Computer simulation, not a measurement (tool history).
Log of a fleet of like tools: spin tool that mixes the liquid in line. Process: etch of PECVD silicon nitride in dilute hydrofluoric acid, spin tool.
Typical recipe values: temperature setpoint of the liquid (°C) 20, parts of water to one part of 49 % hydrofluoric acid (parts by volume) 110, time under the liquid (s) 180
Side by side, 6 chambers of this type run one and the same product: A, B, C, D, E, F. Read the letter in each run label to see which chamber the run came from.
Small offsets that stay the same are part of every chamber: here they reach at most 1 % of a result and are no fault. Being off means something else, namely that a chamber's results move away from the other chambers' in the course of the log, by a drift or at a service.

| run | hour | temperature setpoint of the liquid (°C) | parts of water to one part of 49 % hydrofluoric acid (parts by volume) | time under the liquid (s) | hours since the thermometer was replaced | hours since the hydrofluoric acid flow meter was replaced | read-back film thickness of the PECVD silicon nitride reference wafer, read on the same gauge (nm) | thickness taken off the PECVD silicon nitride on a monitor wafer (nm) |
|---|---|---|---|---|---|---|---|---|
| 1D | 7.0 | 20 | 110 | 180 | 1620.5 | 984.7 | 60.016 | 2.6012 |
| 2A | 15.1 | 20 | 110 | 180 | 470.7 | 1722.4 | 60.020 | 2.5955 |
| 3C | 26.7 | 20 | 110 | 180 | 445.6 | 95.2 | 59.973 | 2.5803 |
| 4B | 33.7 | 20 | 110 | 180 | 383.6 | 789.6 | 60.003 | 2.5569 |
| 5E | 45.7 | 20 | 110 | 180 | 985.0 | 846.5 | 60.033 | 2.5928 |
| 6F | 54.5 | 20 | 110 | 180 | 661.0 | 876.5 | 59.993 | 2.6477 |
| 7F | 60.9 | 20 | 110 | 180 | 667.4 | 882.9 | 60.012 | 2.5949 |
|  | 68.4 | chamber F: thermometer replaced |
| 8E | 71.4 | 20 | 110 | 180 | 1010.7 | 872.2 | 59.972 | 2.6422 |
| 9A | 79.8 | 20 | 110 | 180 | 535.4 | 1787.1 | 60.004 | 2.5922 |
| 10D | 90.0 | 20 | 110 | 180 | 1703.5 | 1067.7 | 60.056 | 2.5991 |
| 11B | 99.1 | 20 | 110 | 180 | 449.0 | 855.0 | 60.005 | 2.5364 |
| 12C | 111.1 | 20 | 110 | 180 | 530.0 | 179.6 | 59.978 | 2.6135 |
| 13F | 119.6 | 20 | 110 | 180 | 51.2 | 941.6 | 59.992 | 2.5971 |
| 14B | 130.4 | 17 | 110 | 260 | 480.3 | 886.3 | 59.980 | 2.9765 |
| 15A | 138.3 | 17 | 110 | 260 | 593.9 | 1845.6 | 60.057 | 3.0467 |
| 16C | 144.9 | 17 | 110 | 260 | 563.8 | 213.4 | 59.999 | 3.0469 |
| 17E | 156.9 | 17 | 110 | 260 | 1096.2 | 957.7 | 59.955 | 3.1077 |
| 18D | 163.8 | 17 | 110 | 260 | 1777.3 | 1141.5 | 60.016 | 3.0702 |
| 19D | 174.5 | 17 | 110 | 260 | 1788.0 | 1152.2 | 59.983 | 3.0255 |
| 20C | 186.0 | 20 | 110 | 180 | 604.9 | 254.5 | 60.002 | 2.5790 |
| 21B | 193.2 | 20 | 110 | 180 | 543.1 | 949.1 | 59.987 | 2.5805 |
| 22F | 199.8 | 20 | 110 | 180 | 131.4 | 1021.8 | 59.970 | 2.5602 |
| 23E | 208.1 | 20 | 110 | 180 | 1147.4 | 1008.9 | 60.018 | 2.6445 |
| 24A | 219.6 | 20 | 90 | 180 | 675.2 | 1926.9 | 60.003 | 3.2811 |
| 25E | 228.9 | 20 | 90 | 180 | 1168.2 | 1029.7 | 59.959 | 3.2087 |
| 26A | 235.8 | 20 | 90 | 180 | 691.4 | 1943.1 | 59.934 | 3.2757 |
| 27D | 242.9 | 20 | 90 | 180 | 1856.4 | 1220.6 | 59.989 | 3.1640 |
| 28F | 249.9 | 20 | 90 | 180 | 181.5 | 1071.9 | 60.049 | 3.1604 |
| 29C | 260.8 | 20 | 90 | 180 | 679.7 | 329.3 | 60.026 | 3.0956 |
| 30B | 270.7 | 20 | 110 | 180 | 620.6 | 1026.6 | 59.953 | 2.5489 |
| 31B | 277.4 | 20 | 110 | 140 | 627.3 | 1033.3 | 60.001 | 1.9721 |
| 32E | 284.5 | 20 | 110 | 140 | 1223.8 | 1085.3 | 60.035 | 2.0407 |
| 33F | 293.6 | 20 | 110 | 140 | 225.2 | 1115.6 | 60.050 | 2.0473 |
| 34C | 304.0 | 20 | 110 | 140 | 722.9 | 372.5 | 60.021 | 1.9861 |
| 35A | 310.7 | 20 | 110 | 140 | 766.3 | 2018.0 | 60.039 | 2.1657 |
| 36D | 319.9 | 20 | 110 | 140 | 1933.4 | 1297.6 | 60.067 | 2.0377 |
| 37E | 330.4 | 20 | 110 | 180 | 1269.7 | 1131.2 | 59.987 | 2.6643 |
| 38D | 339.6 | 20 | 155 | 180 | 1953.1 | 1317.3 | 59.981 | 1.8347 |
| 39F | 351.2 | 20 | 155 | 180 | 282.8 | 1173.2 | 59.982 | 1.8595 |
| 40A | 358.7 | 20 | 155 | 180 | 814.3 | 2066.0 | 60.007 | 2.0406 |

Decide between three cases: one chamber stands off from its peers, the gauge reading all wafers drifts, or nothing is wrong past each chamber's small offset. Where a chamber is off, say which and what most likely put it there.

It is chamber A that slowly wanders off from its peers.
What lies behind it: liquid hotter than its thermometer reads (K) = 1.38.
Not necessarily distinguishable in this log from: hydrofluoric acid flow above the setpoint (%).

Chamber A could run next with any of the 4 candidate recipes listed below; each alters the usual settings, and their results appear as question marks. Which one brings its results back in line with what the other chambers deliver on the usual settings?
Allowed miss from the other chambers' usual-settings mean, per result, to count as in line: thickness taken off the PECVD silicon nitride on a monitor wafer (nm) 0.1000
| 41A-1 | 367.6 | 20.0 | 110 | 185 |  |  |  | ? |
| 41A-2 | 367.6 | 20.0 | 105 | 190 |  |  |  | ? |
| 41A-3 | 367.6 | 19.5 | 110 | 170 |  |  |  | ? |
| 41A-4 | 367.6 | 20.0 | 110 | 175 |  |  |  | ? |

The other chambers' mean on the usual settings: thickness taken off the PECVD silicon nitride on a monitor wafer (nm) 2.5855
| run | thickness taken off the PECVD silicon nitride on a monitor wafer (nm) |
|---|---|
| 41A-1 | 2.9113 |
| 41A-2 | 3.1297 |
| 41A-3 | 2.5851 |
| 41A-4 | 2.7540 |
41A-3 is the one that brings the chamber's results back in line with the other chambers.
